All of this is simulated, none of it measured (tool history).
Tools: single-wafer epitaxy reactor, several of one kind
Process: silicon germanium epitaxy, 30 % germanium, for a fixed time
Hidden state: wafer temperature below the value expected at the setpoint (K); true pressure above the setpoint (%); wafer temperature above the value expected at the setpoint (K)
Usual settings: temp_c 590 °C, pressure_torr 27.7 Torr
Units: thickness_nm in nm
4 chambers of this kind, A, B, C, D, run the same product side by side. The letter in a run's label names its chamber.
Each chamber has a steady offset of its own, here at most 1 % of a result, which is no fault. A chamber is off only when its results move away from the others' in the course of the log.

run   hour  temp_c  pressure_torr  hours since the last pyrometer calibration  hours since the last manometer calibration  read-back reference wafer on the same gauge, thickness_nm  thickness_nm
 1B    5.3     590           27.7                                       798.7                                       390.6                                                     53.921        56.158
 2D   10.8     590           27.7                                      1665.1                                        25.8                                                     53.963        55.528
 3A   16.2     590           27.7                                       666.5                                      1303.2                                                     53.824        56.078
 4C   20.5     590           27.7                                       753.3                                       766.8                                                     53.939        55.816
 5C   25.2     590           27.7                                         758                                       771.5                                                     53.922        56.162
 6B   28.9     590           27.7                                       822.3                                       414.2                                                     53.931        55.711
 7A   32.5     590           27.7                                       682.8                                      1319.5                                                     53.793        55.723
 8D   36.3     590           27.7                                      1690.6                                        51.3                                                     53.979        54.505
 9A   41.3     590           27.7                                       691.6                                      1328.3                                                     53.908        55.698
10C   44.8     603           27.7                                       777.6                                       791.1                                                     53.978        71.242
11D   50.6     603           27.7                                      1704.9                                        65.6                                                     53.855         70.93
12B   55.9     603           27.7                                       849.3                                       441.2                                                     53.897        71.228
13C   59.1     603           27.7                                       791.9                                       805.4                                                     53.826        70.492
14A   63.1     590           27.7                                       713.4                                      1350.1                                                     53.956        55.155
15D   68.7     590           27.7                                        1723                                        83.7                                                     53.798        55.392
16B   73.6     590           27.7                                         867                                       458.9                                                      53.96        55.266
17D   77.6     590           27.7                                      1731.9                                        92.6                                                     53.937        54.856
18B     84     590           27.7                                       877.4                                       469.3                                                     53.849        55.996
19A   88.3     590           27.7                                       738.6                                      1375.3                                                     53.963        54.435
20C   93.3     590           27.7                                       826.1                                       839.6                                                     53.933        56.578
21B   99.4     590           27.7                                       892.8                                       484.7                                                     53.967        55.772
22A  103.4     590           27.7                                       753.7                                      1390.4                                                     53.841        53.262
23C  107.5     604           27.7                                       840.3                                       853.8                                                     53.939        72.254
24D  111.5     604           27.7                                      1765.8                                       126.5                                                     53.922        71.123
25B  117.4     604           27.7                                       910.8                                       502.7                                                      53.91        72.912
26C  120.9     604           27.7                                       853.7                                       867.2                                                     53.905        72.715

Next, every chamber runs the same settings. What will each give?
27A  125.7     590           23.8                                                                                                                                                                ?
27B  125.7     590           23.8                                                                                                                                                                ?
27C  125.7     590           23.8                                                                                                                                                                ?
27D  125.7     590           23.8                                                                                                                                                                ?

run  thickness_nm
27A        49.817
27B        52.004
27C        52.559
27D        52.432
